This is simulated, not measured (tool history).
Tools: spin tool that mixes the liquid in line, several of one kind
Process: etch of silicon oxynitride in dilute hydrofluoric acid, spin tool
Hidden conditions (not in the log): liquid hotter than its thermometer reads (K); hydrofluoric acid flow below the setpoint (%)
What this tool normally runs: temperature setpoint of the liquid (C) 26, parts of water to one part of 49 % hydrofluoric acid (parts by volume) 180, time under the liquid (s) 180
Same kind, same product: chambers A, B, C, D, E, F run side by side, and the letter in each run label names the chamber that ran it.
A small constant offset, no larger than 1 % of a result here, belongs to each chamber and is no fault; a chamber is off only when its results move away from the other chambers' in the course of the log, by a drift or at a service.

run	hour	temperature setpoint of the liquid (C)	parts of water to one part of 49 % hydrofluoric acid (parts by volume)	time under the liquid (s)	hours since the thermometer was replaced	hours since the hydrofluoric acid flow meter was replaced	read-back film thickness of the silicon oxynitride reference wafer, read on the same gauge (nm)	thickness taken off the silicon oxynitride on a monitor wafer (angstrom)
1B	3.4	26	180	180	39.5	209.9	40.001	19.565
2C	7.8	26	180	180	2192.9	1280.2	39.994	19.604
3D	10.2	26	180	180	2002.9	808.9	40.004	19.586
4E	13.3	26	180	180	1309.3	1224.1	39.994	19.411
5F	16.7	26	180	180	175.4	1281	40.025	19.731
6A	18.7	26	235	100	1810.2	489.4	39.999	7.8422
7D	22.2	26	235	100	2014.9	820.9	40.001	8.0512
8F	24.8	26	235	100	183.5	1289.1	39.993	7.9921
9A	28.7	26	235	100	1820.2	499.4	40.011	8.0564
10E	31	26	235	100	1327	1241.8	39.98	7.8959
11C	33.9	26	235	100	2219	1306.3	40.018	7.7652
12B	37.1	26	180	180	73.2	243.6	40.001	19.451
13B	41.5	22	180	240	77.6	248	40.006	22.067
14C	45.3	22	180	240	2230.4	1317.7	39.988	21.609
15F	48.4	22	180	240	207.1	1312.7	40.008	21.791
16A	52.5	22	180	240	1844	523.2	40.003	21.331
17D	56.4	22	180	240	2049.1	855.1	40.011	21.89
18E	58.5	22	180	240	1354.5	1269.3	40.016	21.28
19B	62.4	26	180	180	98.5	268.9	39.999	19.4
20E	66.2	26	180	180	1362.2	1277	39.998	18.448
21F	70.7	26	180	180	229.4	1335	39.993	19.474
22A	74.5	22	180	240	1866	545.2	40.015	20.997
# hour 76.3: chamber C: thermometer replaced
23C	77.3	22	180	240	1.1	1349.7	40.006	21.657
24D	79.7	22	180	240	2072.4	878.4	40.006	21.348
25F	82.7	22	180	240	241.4	1347	39.994	21.918
26B	84.9	22	180	240	121	291.4	39.993	21.318
27C	88.1	22	180	240	11.9	1360.5	40.003	22.048
28E	90.6	26	180	180	1386.6	1301.4	40.006	18.361
29D	92.9	26	180	180	2085.6	891.6	39.985	19.586
30A	95.7	26	180	180	1887.2	566.4	39.979	18.956
31B	98.5	26	180	180	134.6	305	40.001	19.788
32C	100.5	26	180	180	24.3	1372.9	40.005	19.509
33F	104.5	28.5	105	180	263.2	1368.8	39.985	39.294
34A	107.1	28.5	105	180	1898.6	577.8	39.976	40.035
35E	111.5	28.5	105	180	1407.5	1322.3	39.991	36.484
36D	114.8	28.5	105	180	2107.5	913.5	40	39.878
37B	117.7	28.5	105	180	153.8	324.2	40.006	40.981

Next, all 6 chambers run the settings below, one line each with question marks for the results. What does each chamber give?
38A	120.9	26	265	180				?
38B	120.9	26	265	180				?
38C	120.9	26	265	180				?
38D	120.9	26	265	180				?
38E	120.9	26	265	180				?
38F	120.9	26	265	180				?

run	thickness taken off the silicon oxynitride on a monitor wafer (angstrom)
38A	12.436
38B	12.351
38C	12.173
38D	12.238
38E	11.194
38F	12.488

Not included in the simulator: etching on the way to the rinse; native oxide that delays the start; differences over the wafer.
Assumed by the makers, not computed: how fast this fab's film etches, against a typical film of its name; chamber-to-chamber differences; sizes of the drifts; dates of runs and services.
